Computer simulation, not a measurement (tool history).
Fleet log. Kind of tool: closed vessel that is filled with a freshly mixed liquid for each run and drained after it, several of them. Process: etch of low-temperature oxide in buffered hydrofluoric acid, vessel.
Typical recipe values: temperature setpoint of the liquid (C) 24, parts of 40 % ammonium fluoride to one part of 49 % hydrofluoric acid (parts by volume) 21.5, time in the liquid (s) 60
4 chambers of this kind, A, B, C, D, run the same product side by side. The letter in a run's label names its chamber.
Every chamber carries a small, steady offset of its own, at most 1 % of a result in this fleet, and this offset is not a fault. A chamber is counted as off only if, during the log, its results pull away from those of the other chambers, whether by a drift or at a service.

run	hour	temperature setpoint of the liquid (C)	parts of 40 % ammonium fluoride to one part of 49 % hydrofluoric acid (parts by volume)	time in the liquid (s)	hours since the thermometer was replaced	hours since the hydrofluoric acid flow meter was replaced	read-back film thickness of the low-temperature oxide reference wafer, read on the same gauge (nm)	thickness taken off the low-temperature oxide on a monitor wafer (nm)
1B	3.5	24	21.5	60	698.7	447.7	129.98	73.185
2D	9.7	24	21.5	60	413.0	1058.3	130.00	73.039
3A	15.9	24	21.5	60	373.3	220.4	130.01	72.837
4C	21.5	24	21.5	60	1428.5	576.5	130.03	73.886
5B	26.4	24	21.5	60	721.6	470.6	130.00	72.881
6C	30.5	24	21.5	60	1437.5	585.5	129.98	73.854
7A	35.7	26	21.5	80	393.1	240.2	130.00	109.490
8D	41.7	26	21.5	80	445.0	1090.3	129.98	108.610
9C	48.0	26	21.5	80	1455.0	603.0	130.01	109.150
10D	51.9	26	21.5	80	455.2	1100.5	129.99	110.260
# hour 52.0: chamber B: hydrofluoric acid flow meter replaced
11A	58.1	24	21.5	60	415.5	262.6	130.01	73.160
12B	61.1	24	21.5	60	756.3	9.1	130.03	73.477
13B	64.5	24	21.5	60	759.7	12.5	130.00	73.121
14C	68.2	24	21.5	60	1475.2	623.2	129.99	73.943
15D	71.3	24	21.5	60	474.6	1119.9	130.00	74.058
# hour 75.7: chamber C: hydrofluoric acid flow meter replaced
16A	77.4	24	21.5	60	434.8	281.9	130.00	73.168
17A	82.3	24	21.5	60	439.7	286.8	130.03	73.325
18B	86.7	24	21.5	60	781.9	34.7	130.00	73.252
19C	91.4	24	21.5	60	1498.4	15.7	130.02	73.918
20D	97.7	24	21.5	60	501.0	1146.3	130.00	75.217
21A	101.0	24	21.5	60	458.4	305.5	129.99	73.184
22C	104.0	24	21.5	60	1511.0	28.3	129.99	74.442
23D	108.6	24	21.5	60	511.9	1157.2	130.00	74.568
24B	113.7	24	21.5	60	808.9	61.7	130.01	73.080
25D	118.8	24	21.5	60	522.1	1167.4	130.01	75.159
26A	125.1	24	21.5	60	482.5	329.6	129.98	73.399
27C	131.2	24	21.5	60	1538.2	55.5	129.99	74.198

The same settings go to every chamber for the next run, one line per chamber below. Forecast the results for each:
28A	135.8	24	21.5	75				?
28B	135.8	24	21.5	75				?
28C	135.8	24	21.5	75				?
28D	135.8	24	21.5	75				?

run	thickness taken off the low-temperature oxide on a monitor wafer (nm)
28A	92.092
28B	91.533
28C	93.011
28D	94.708
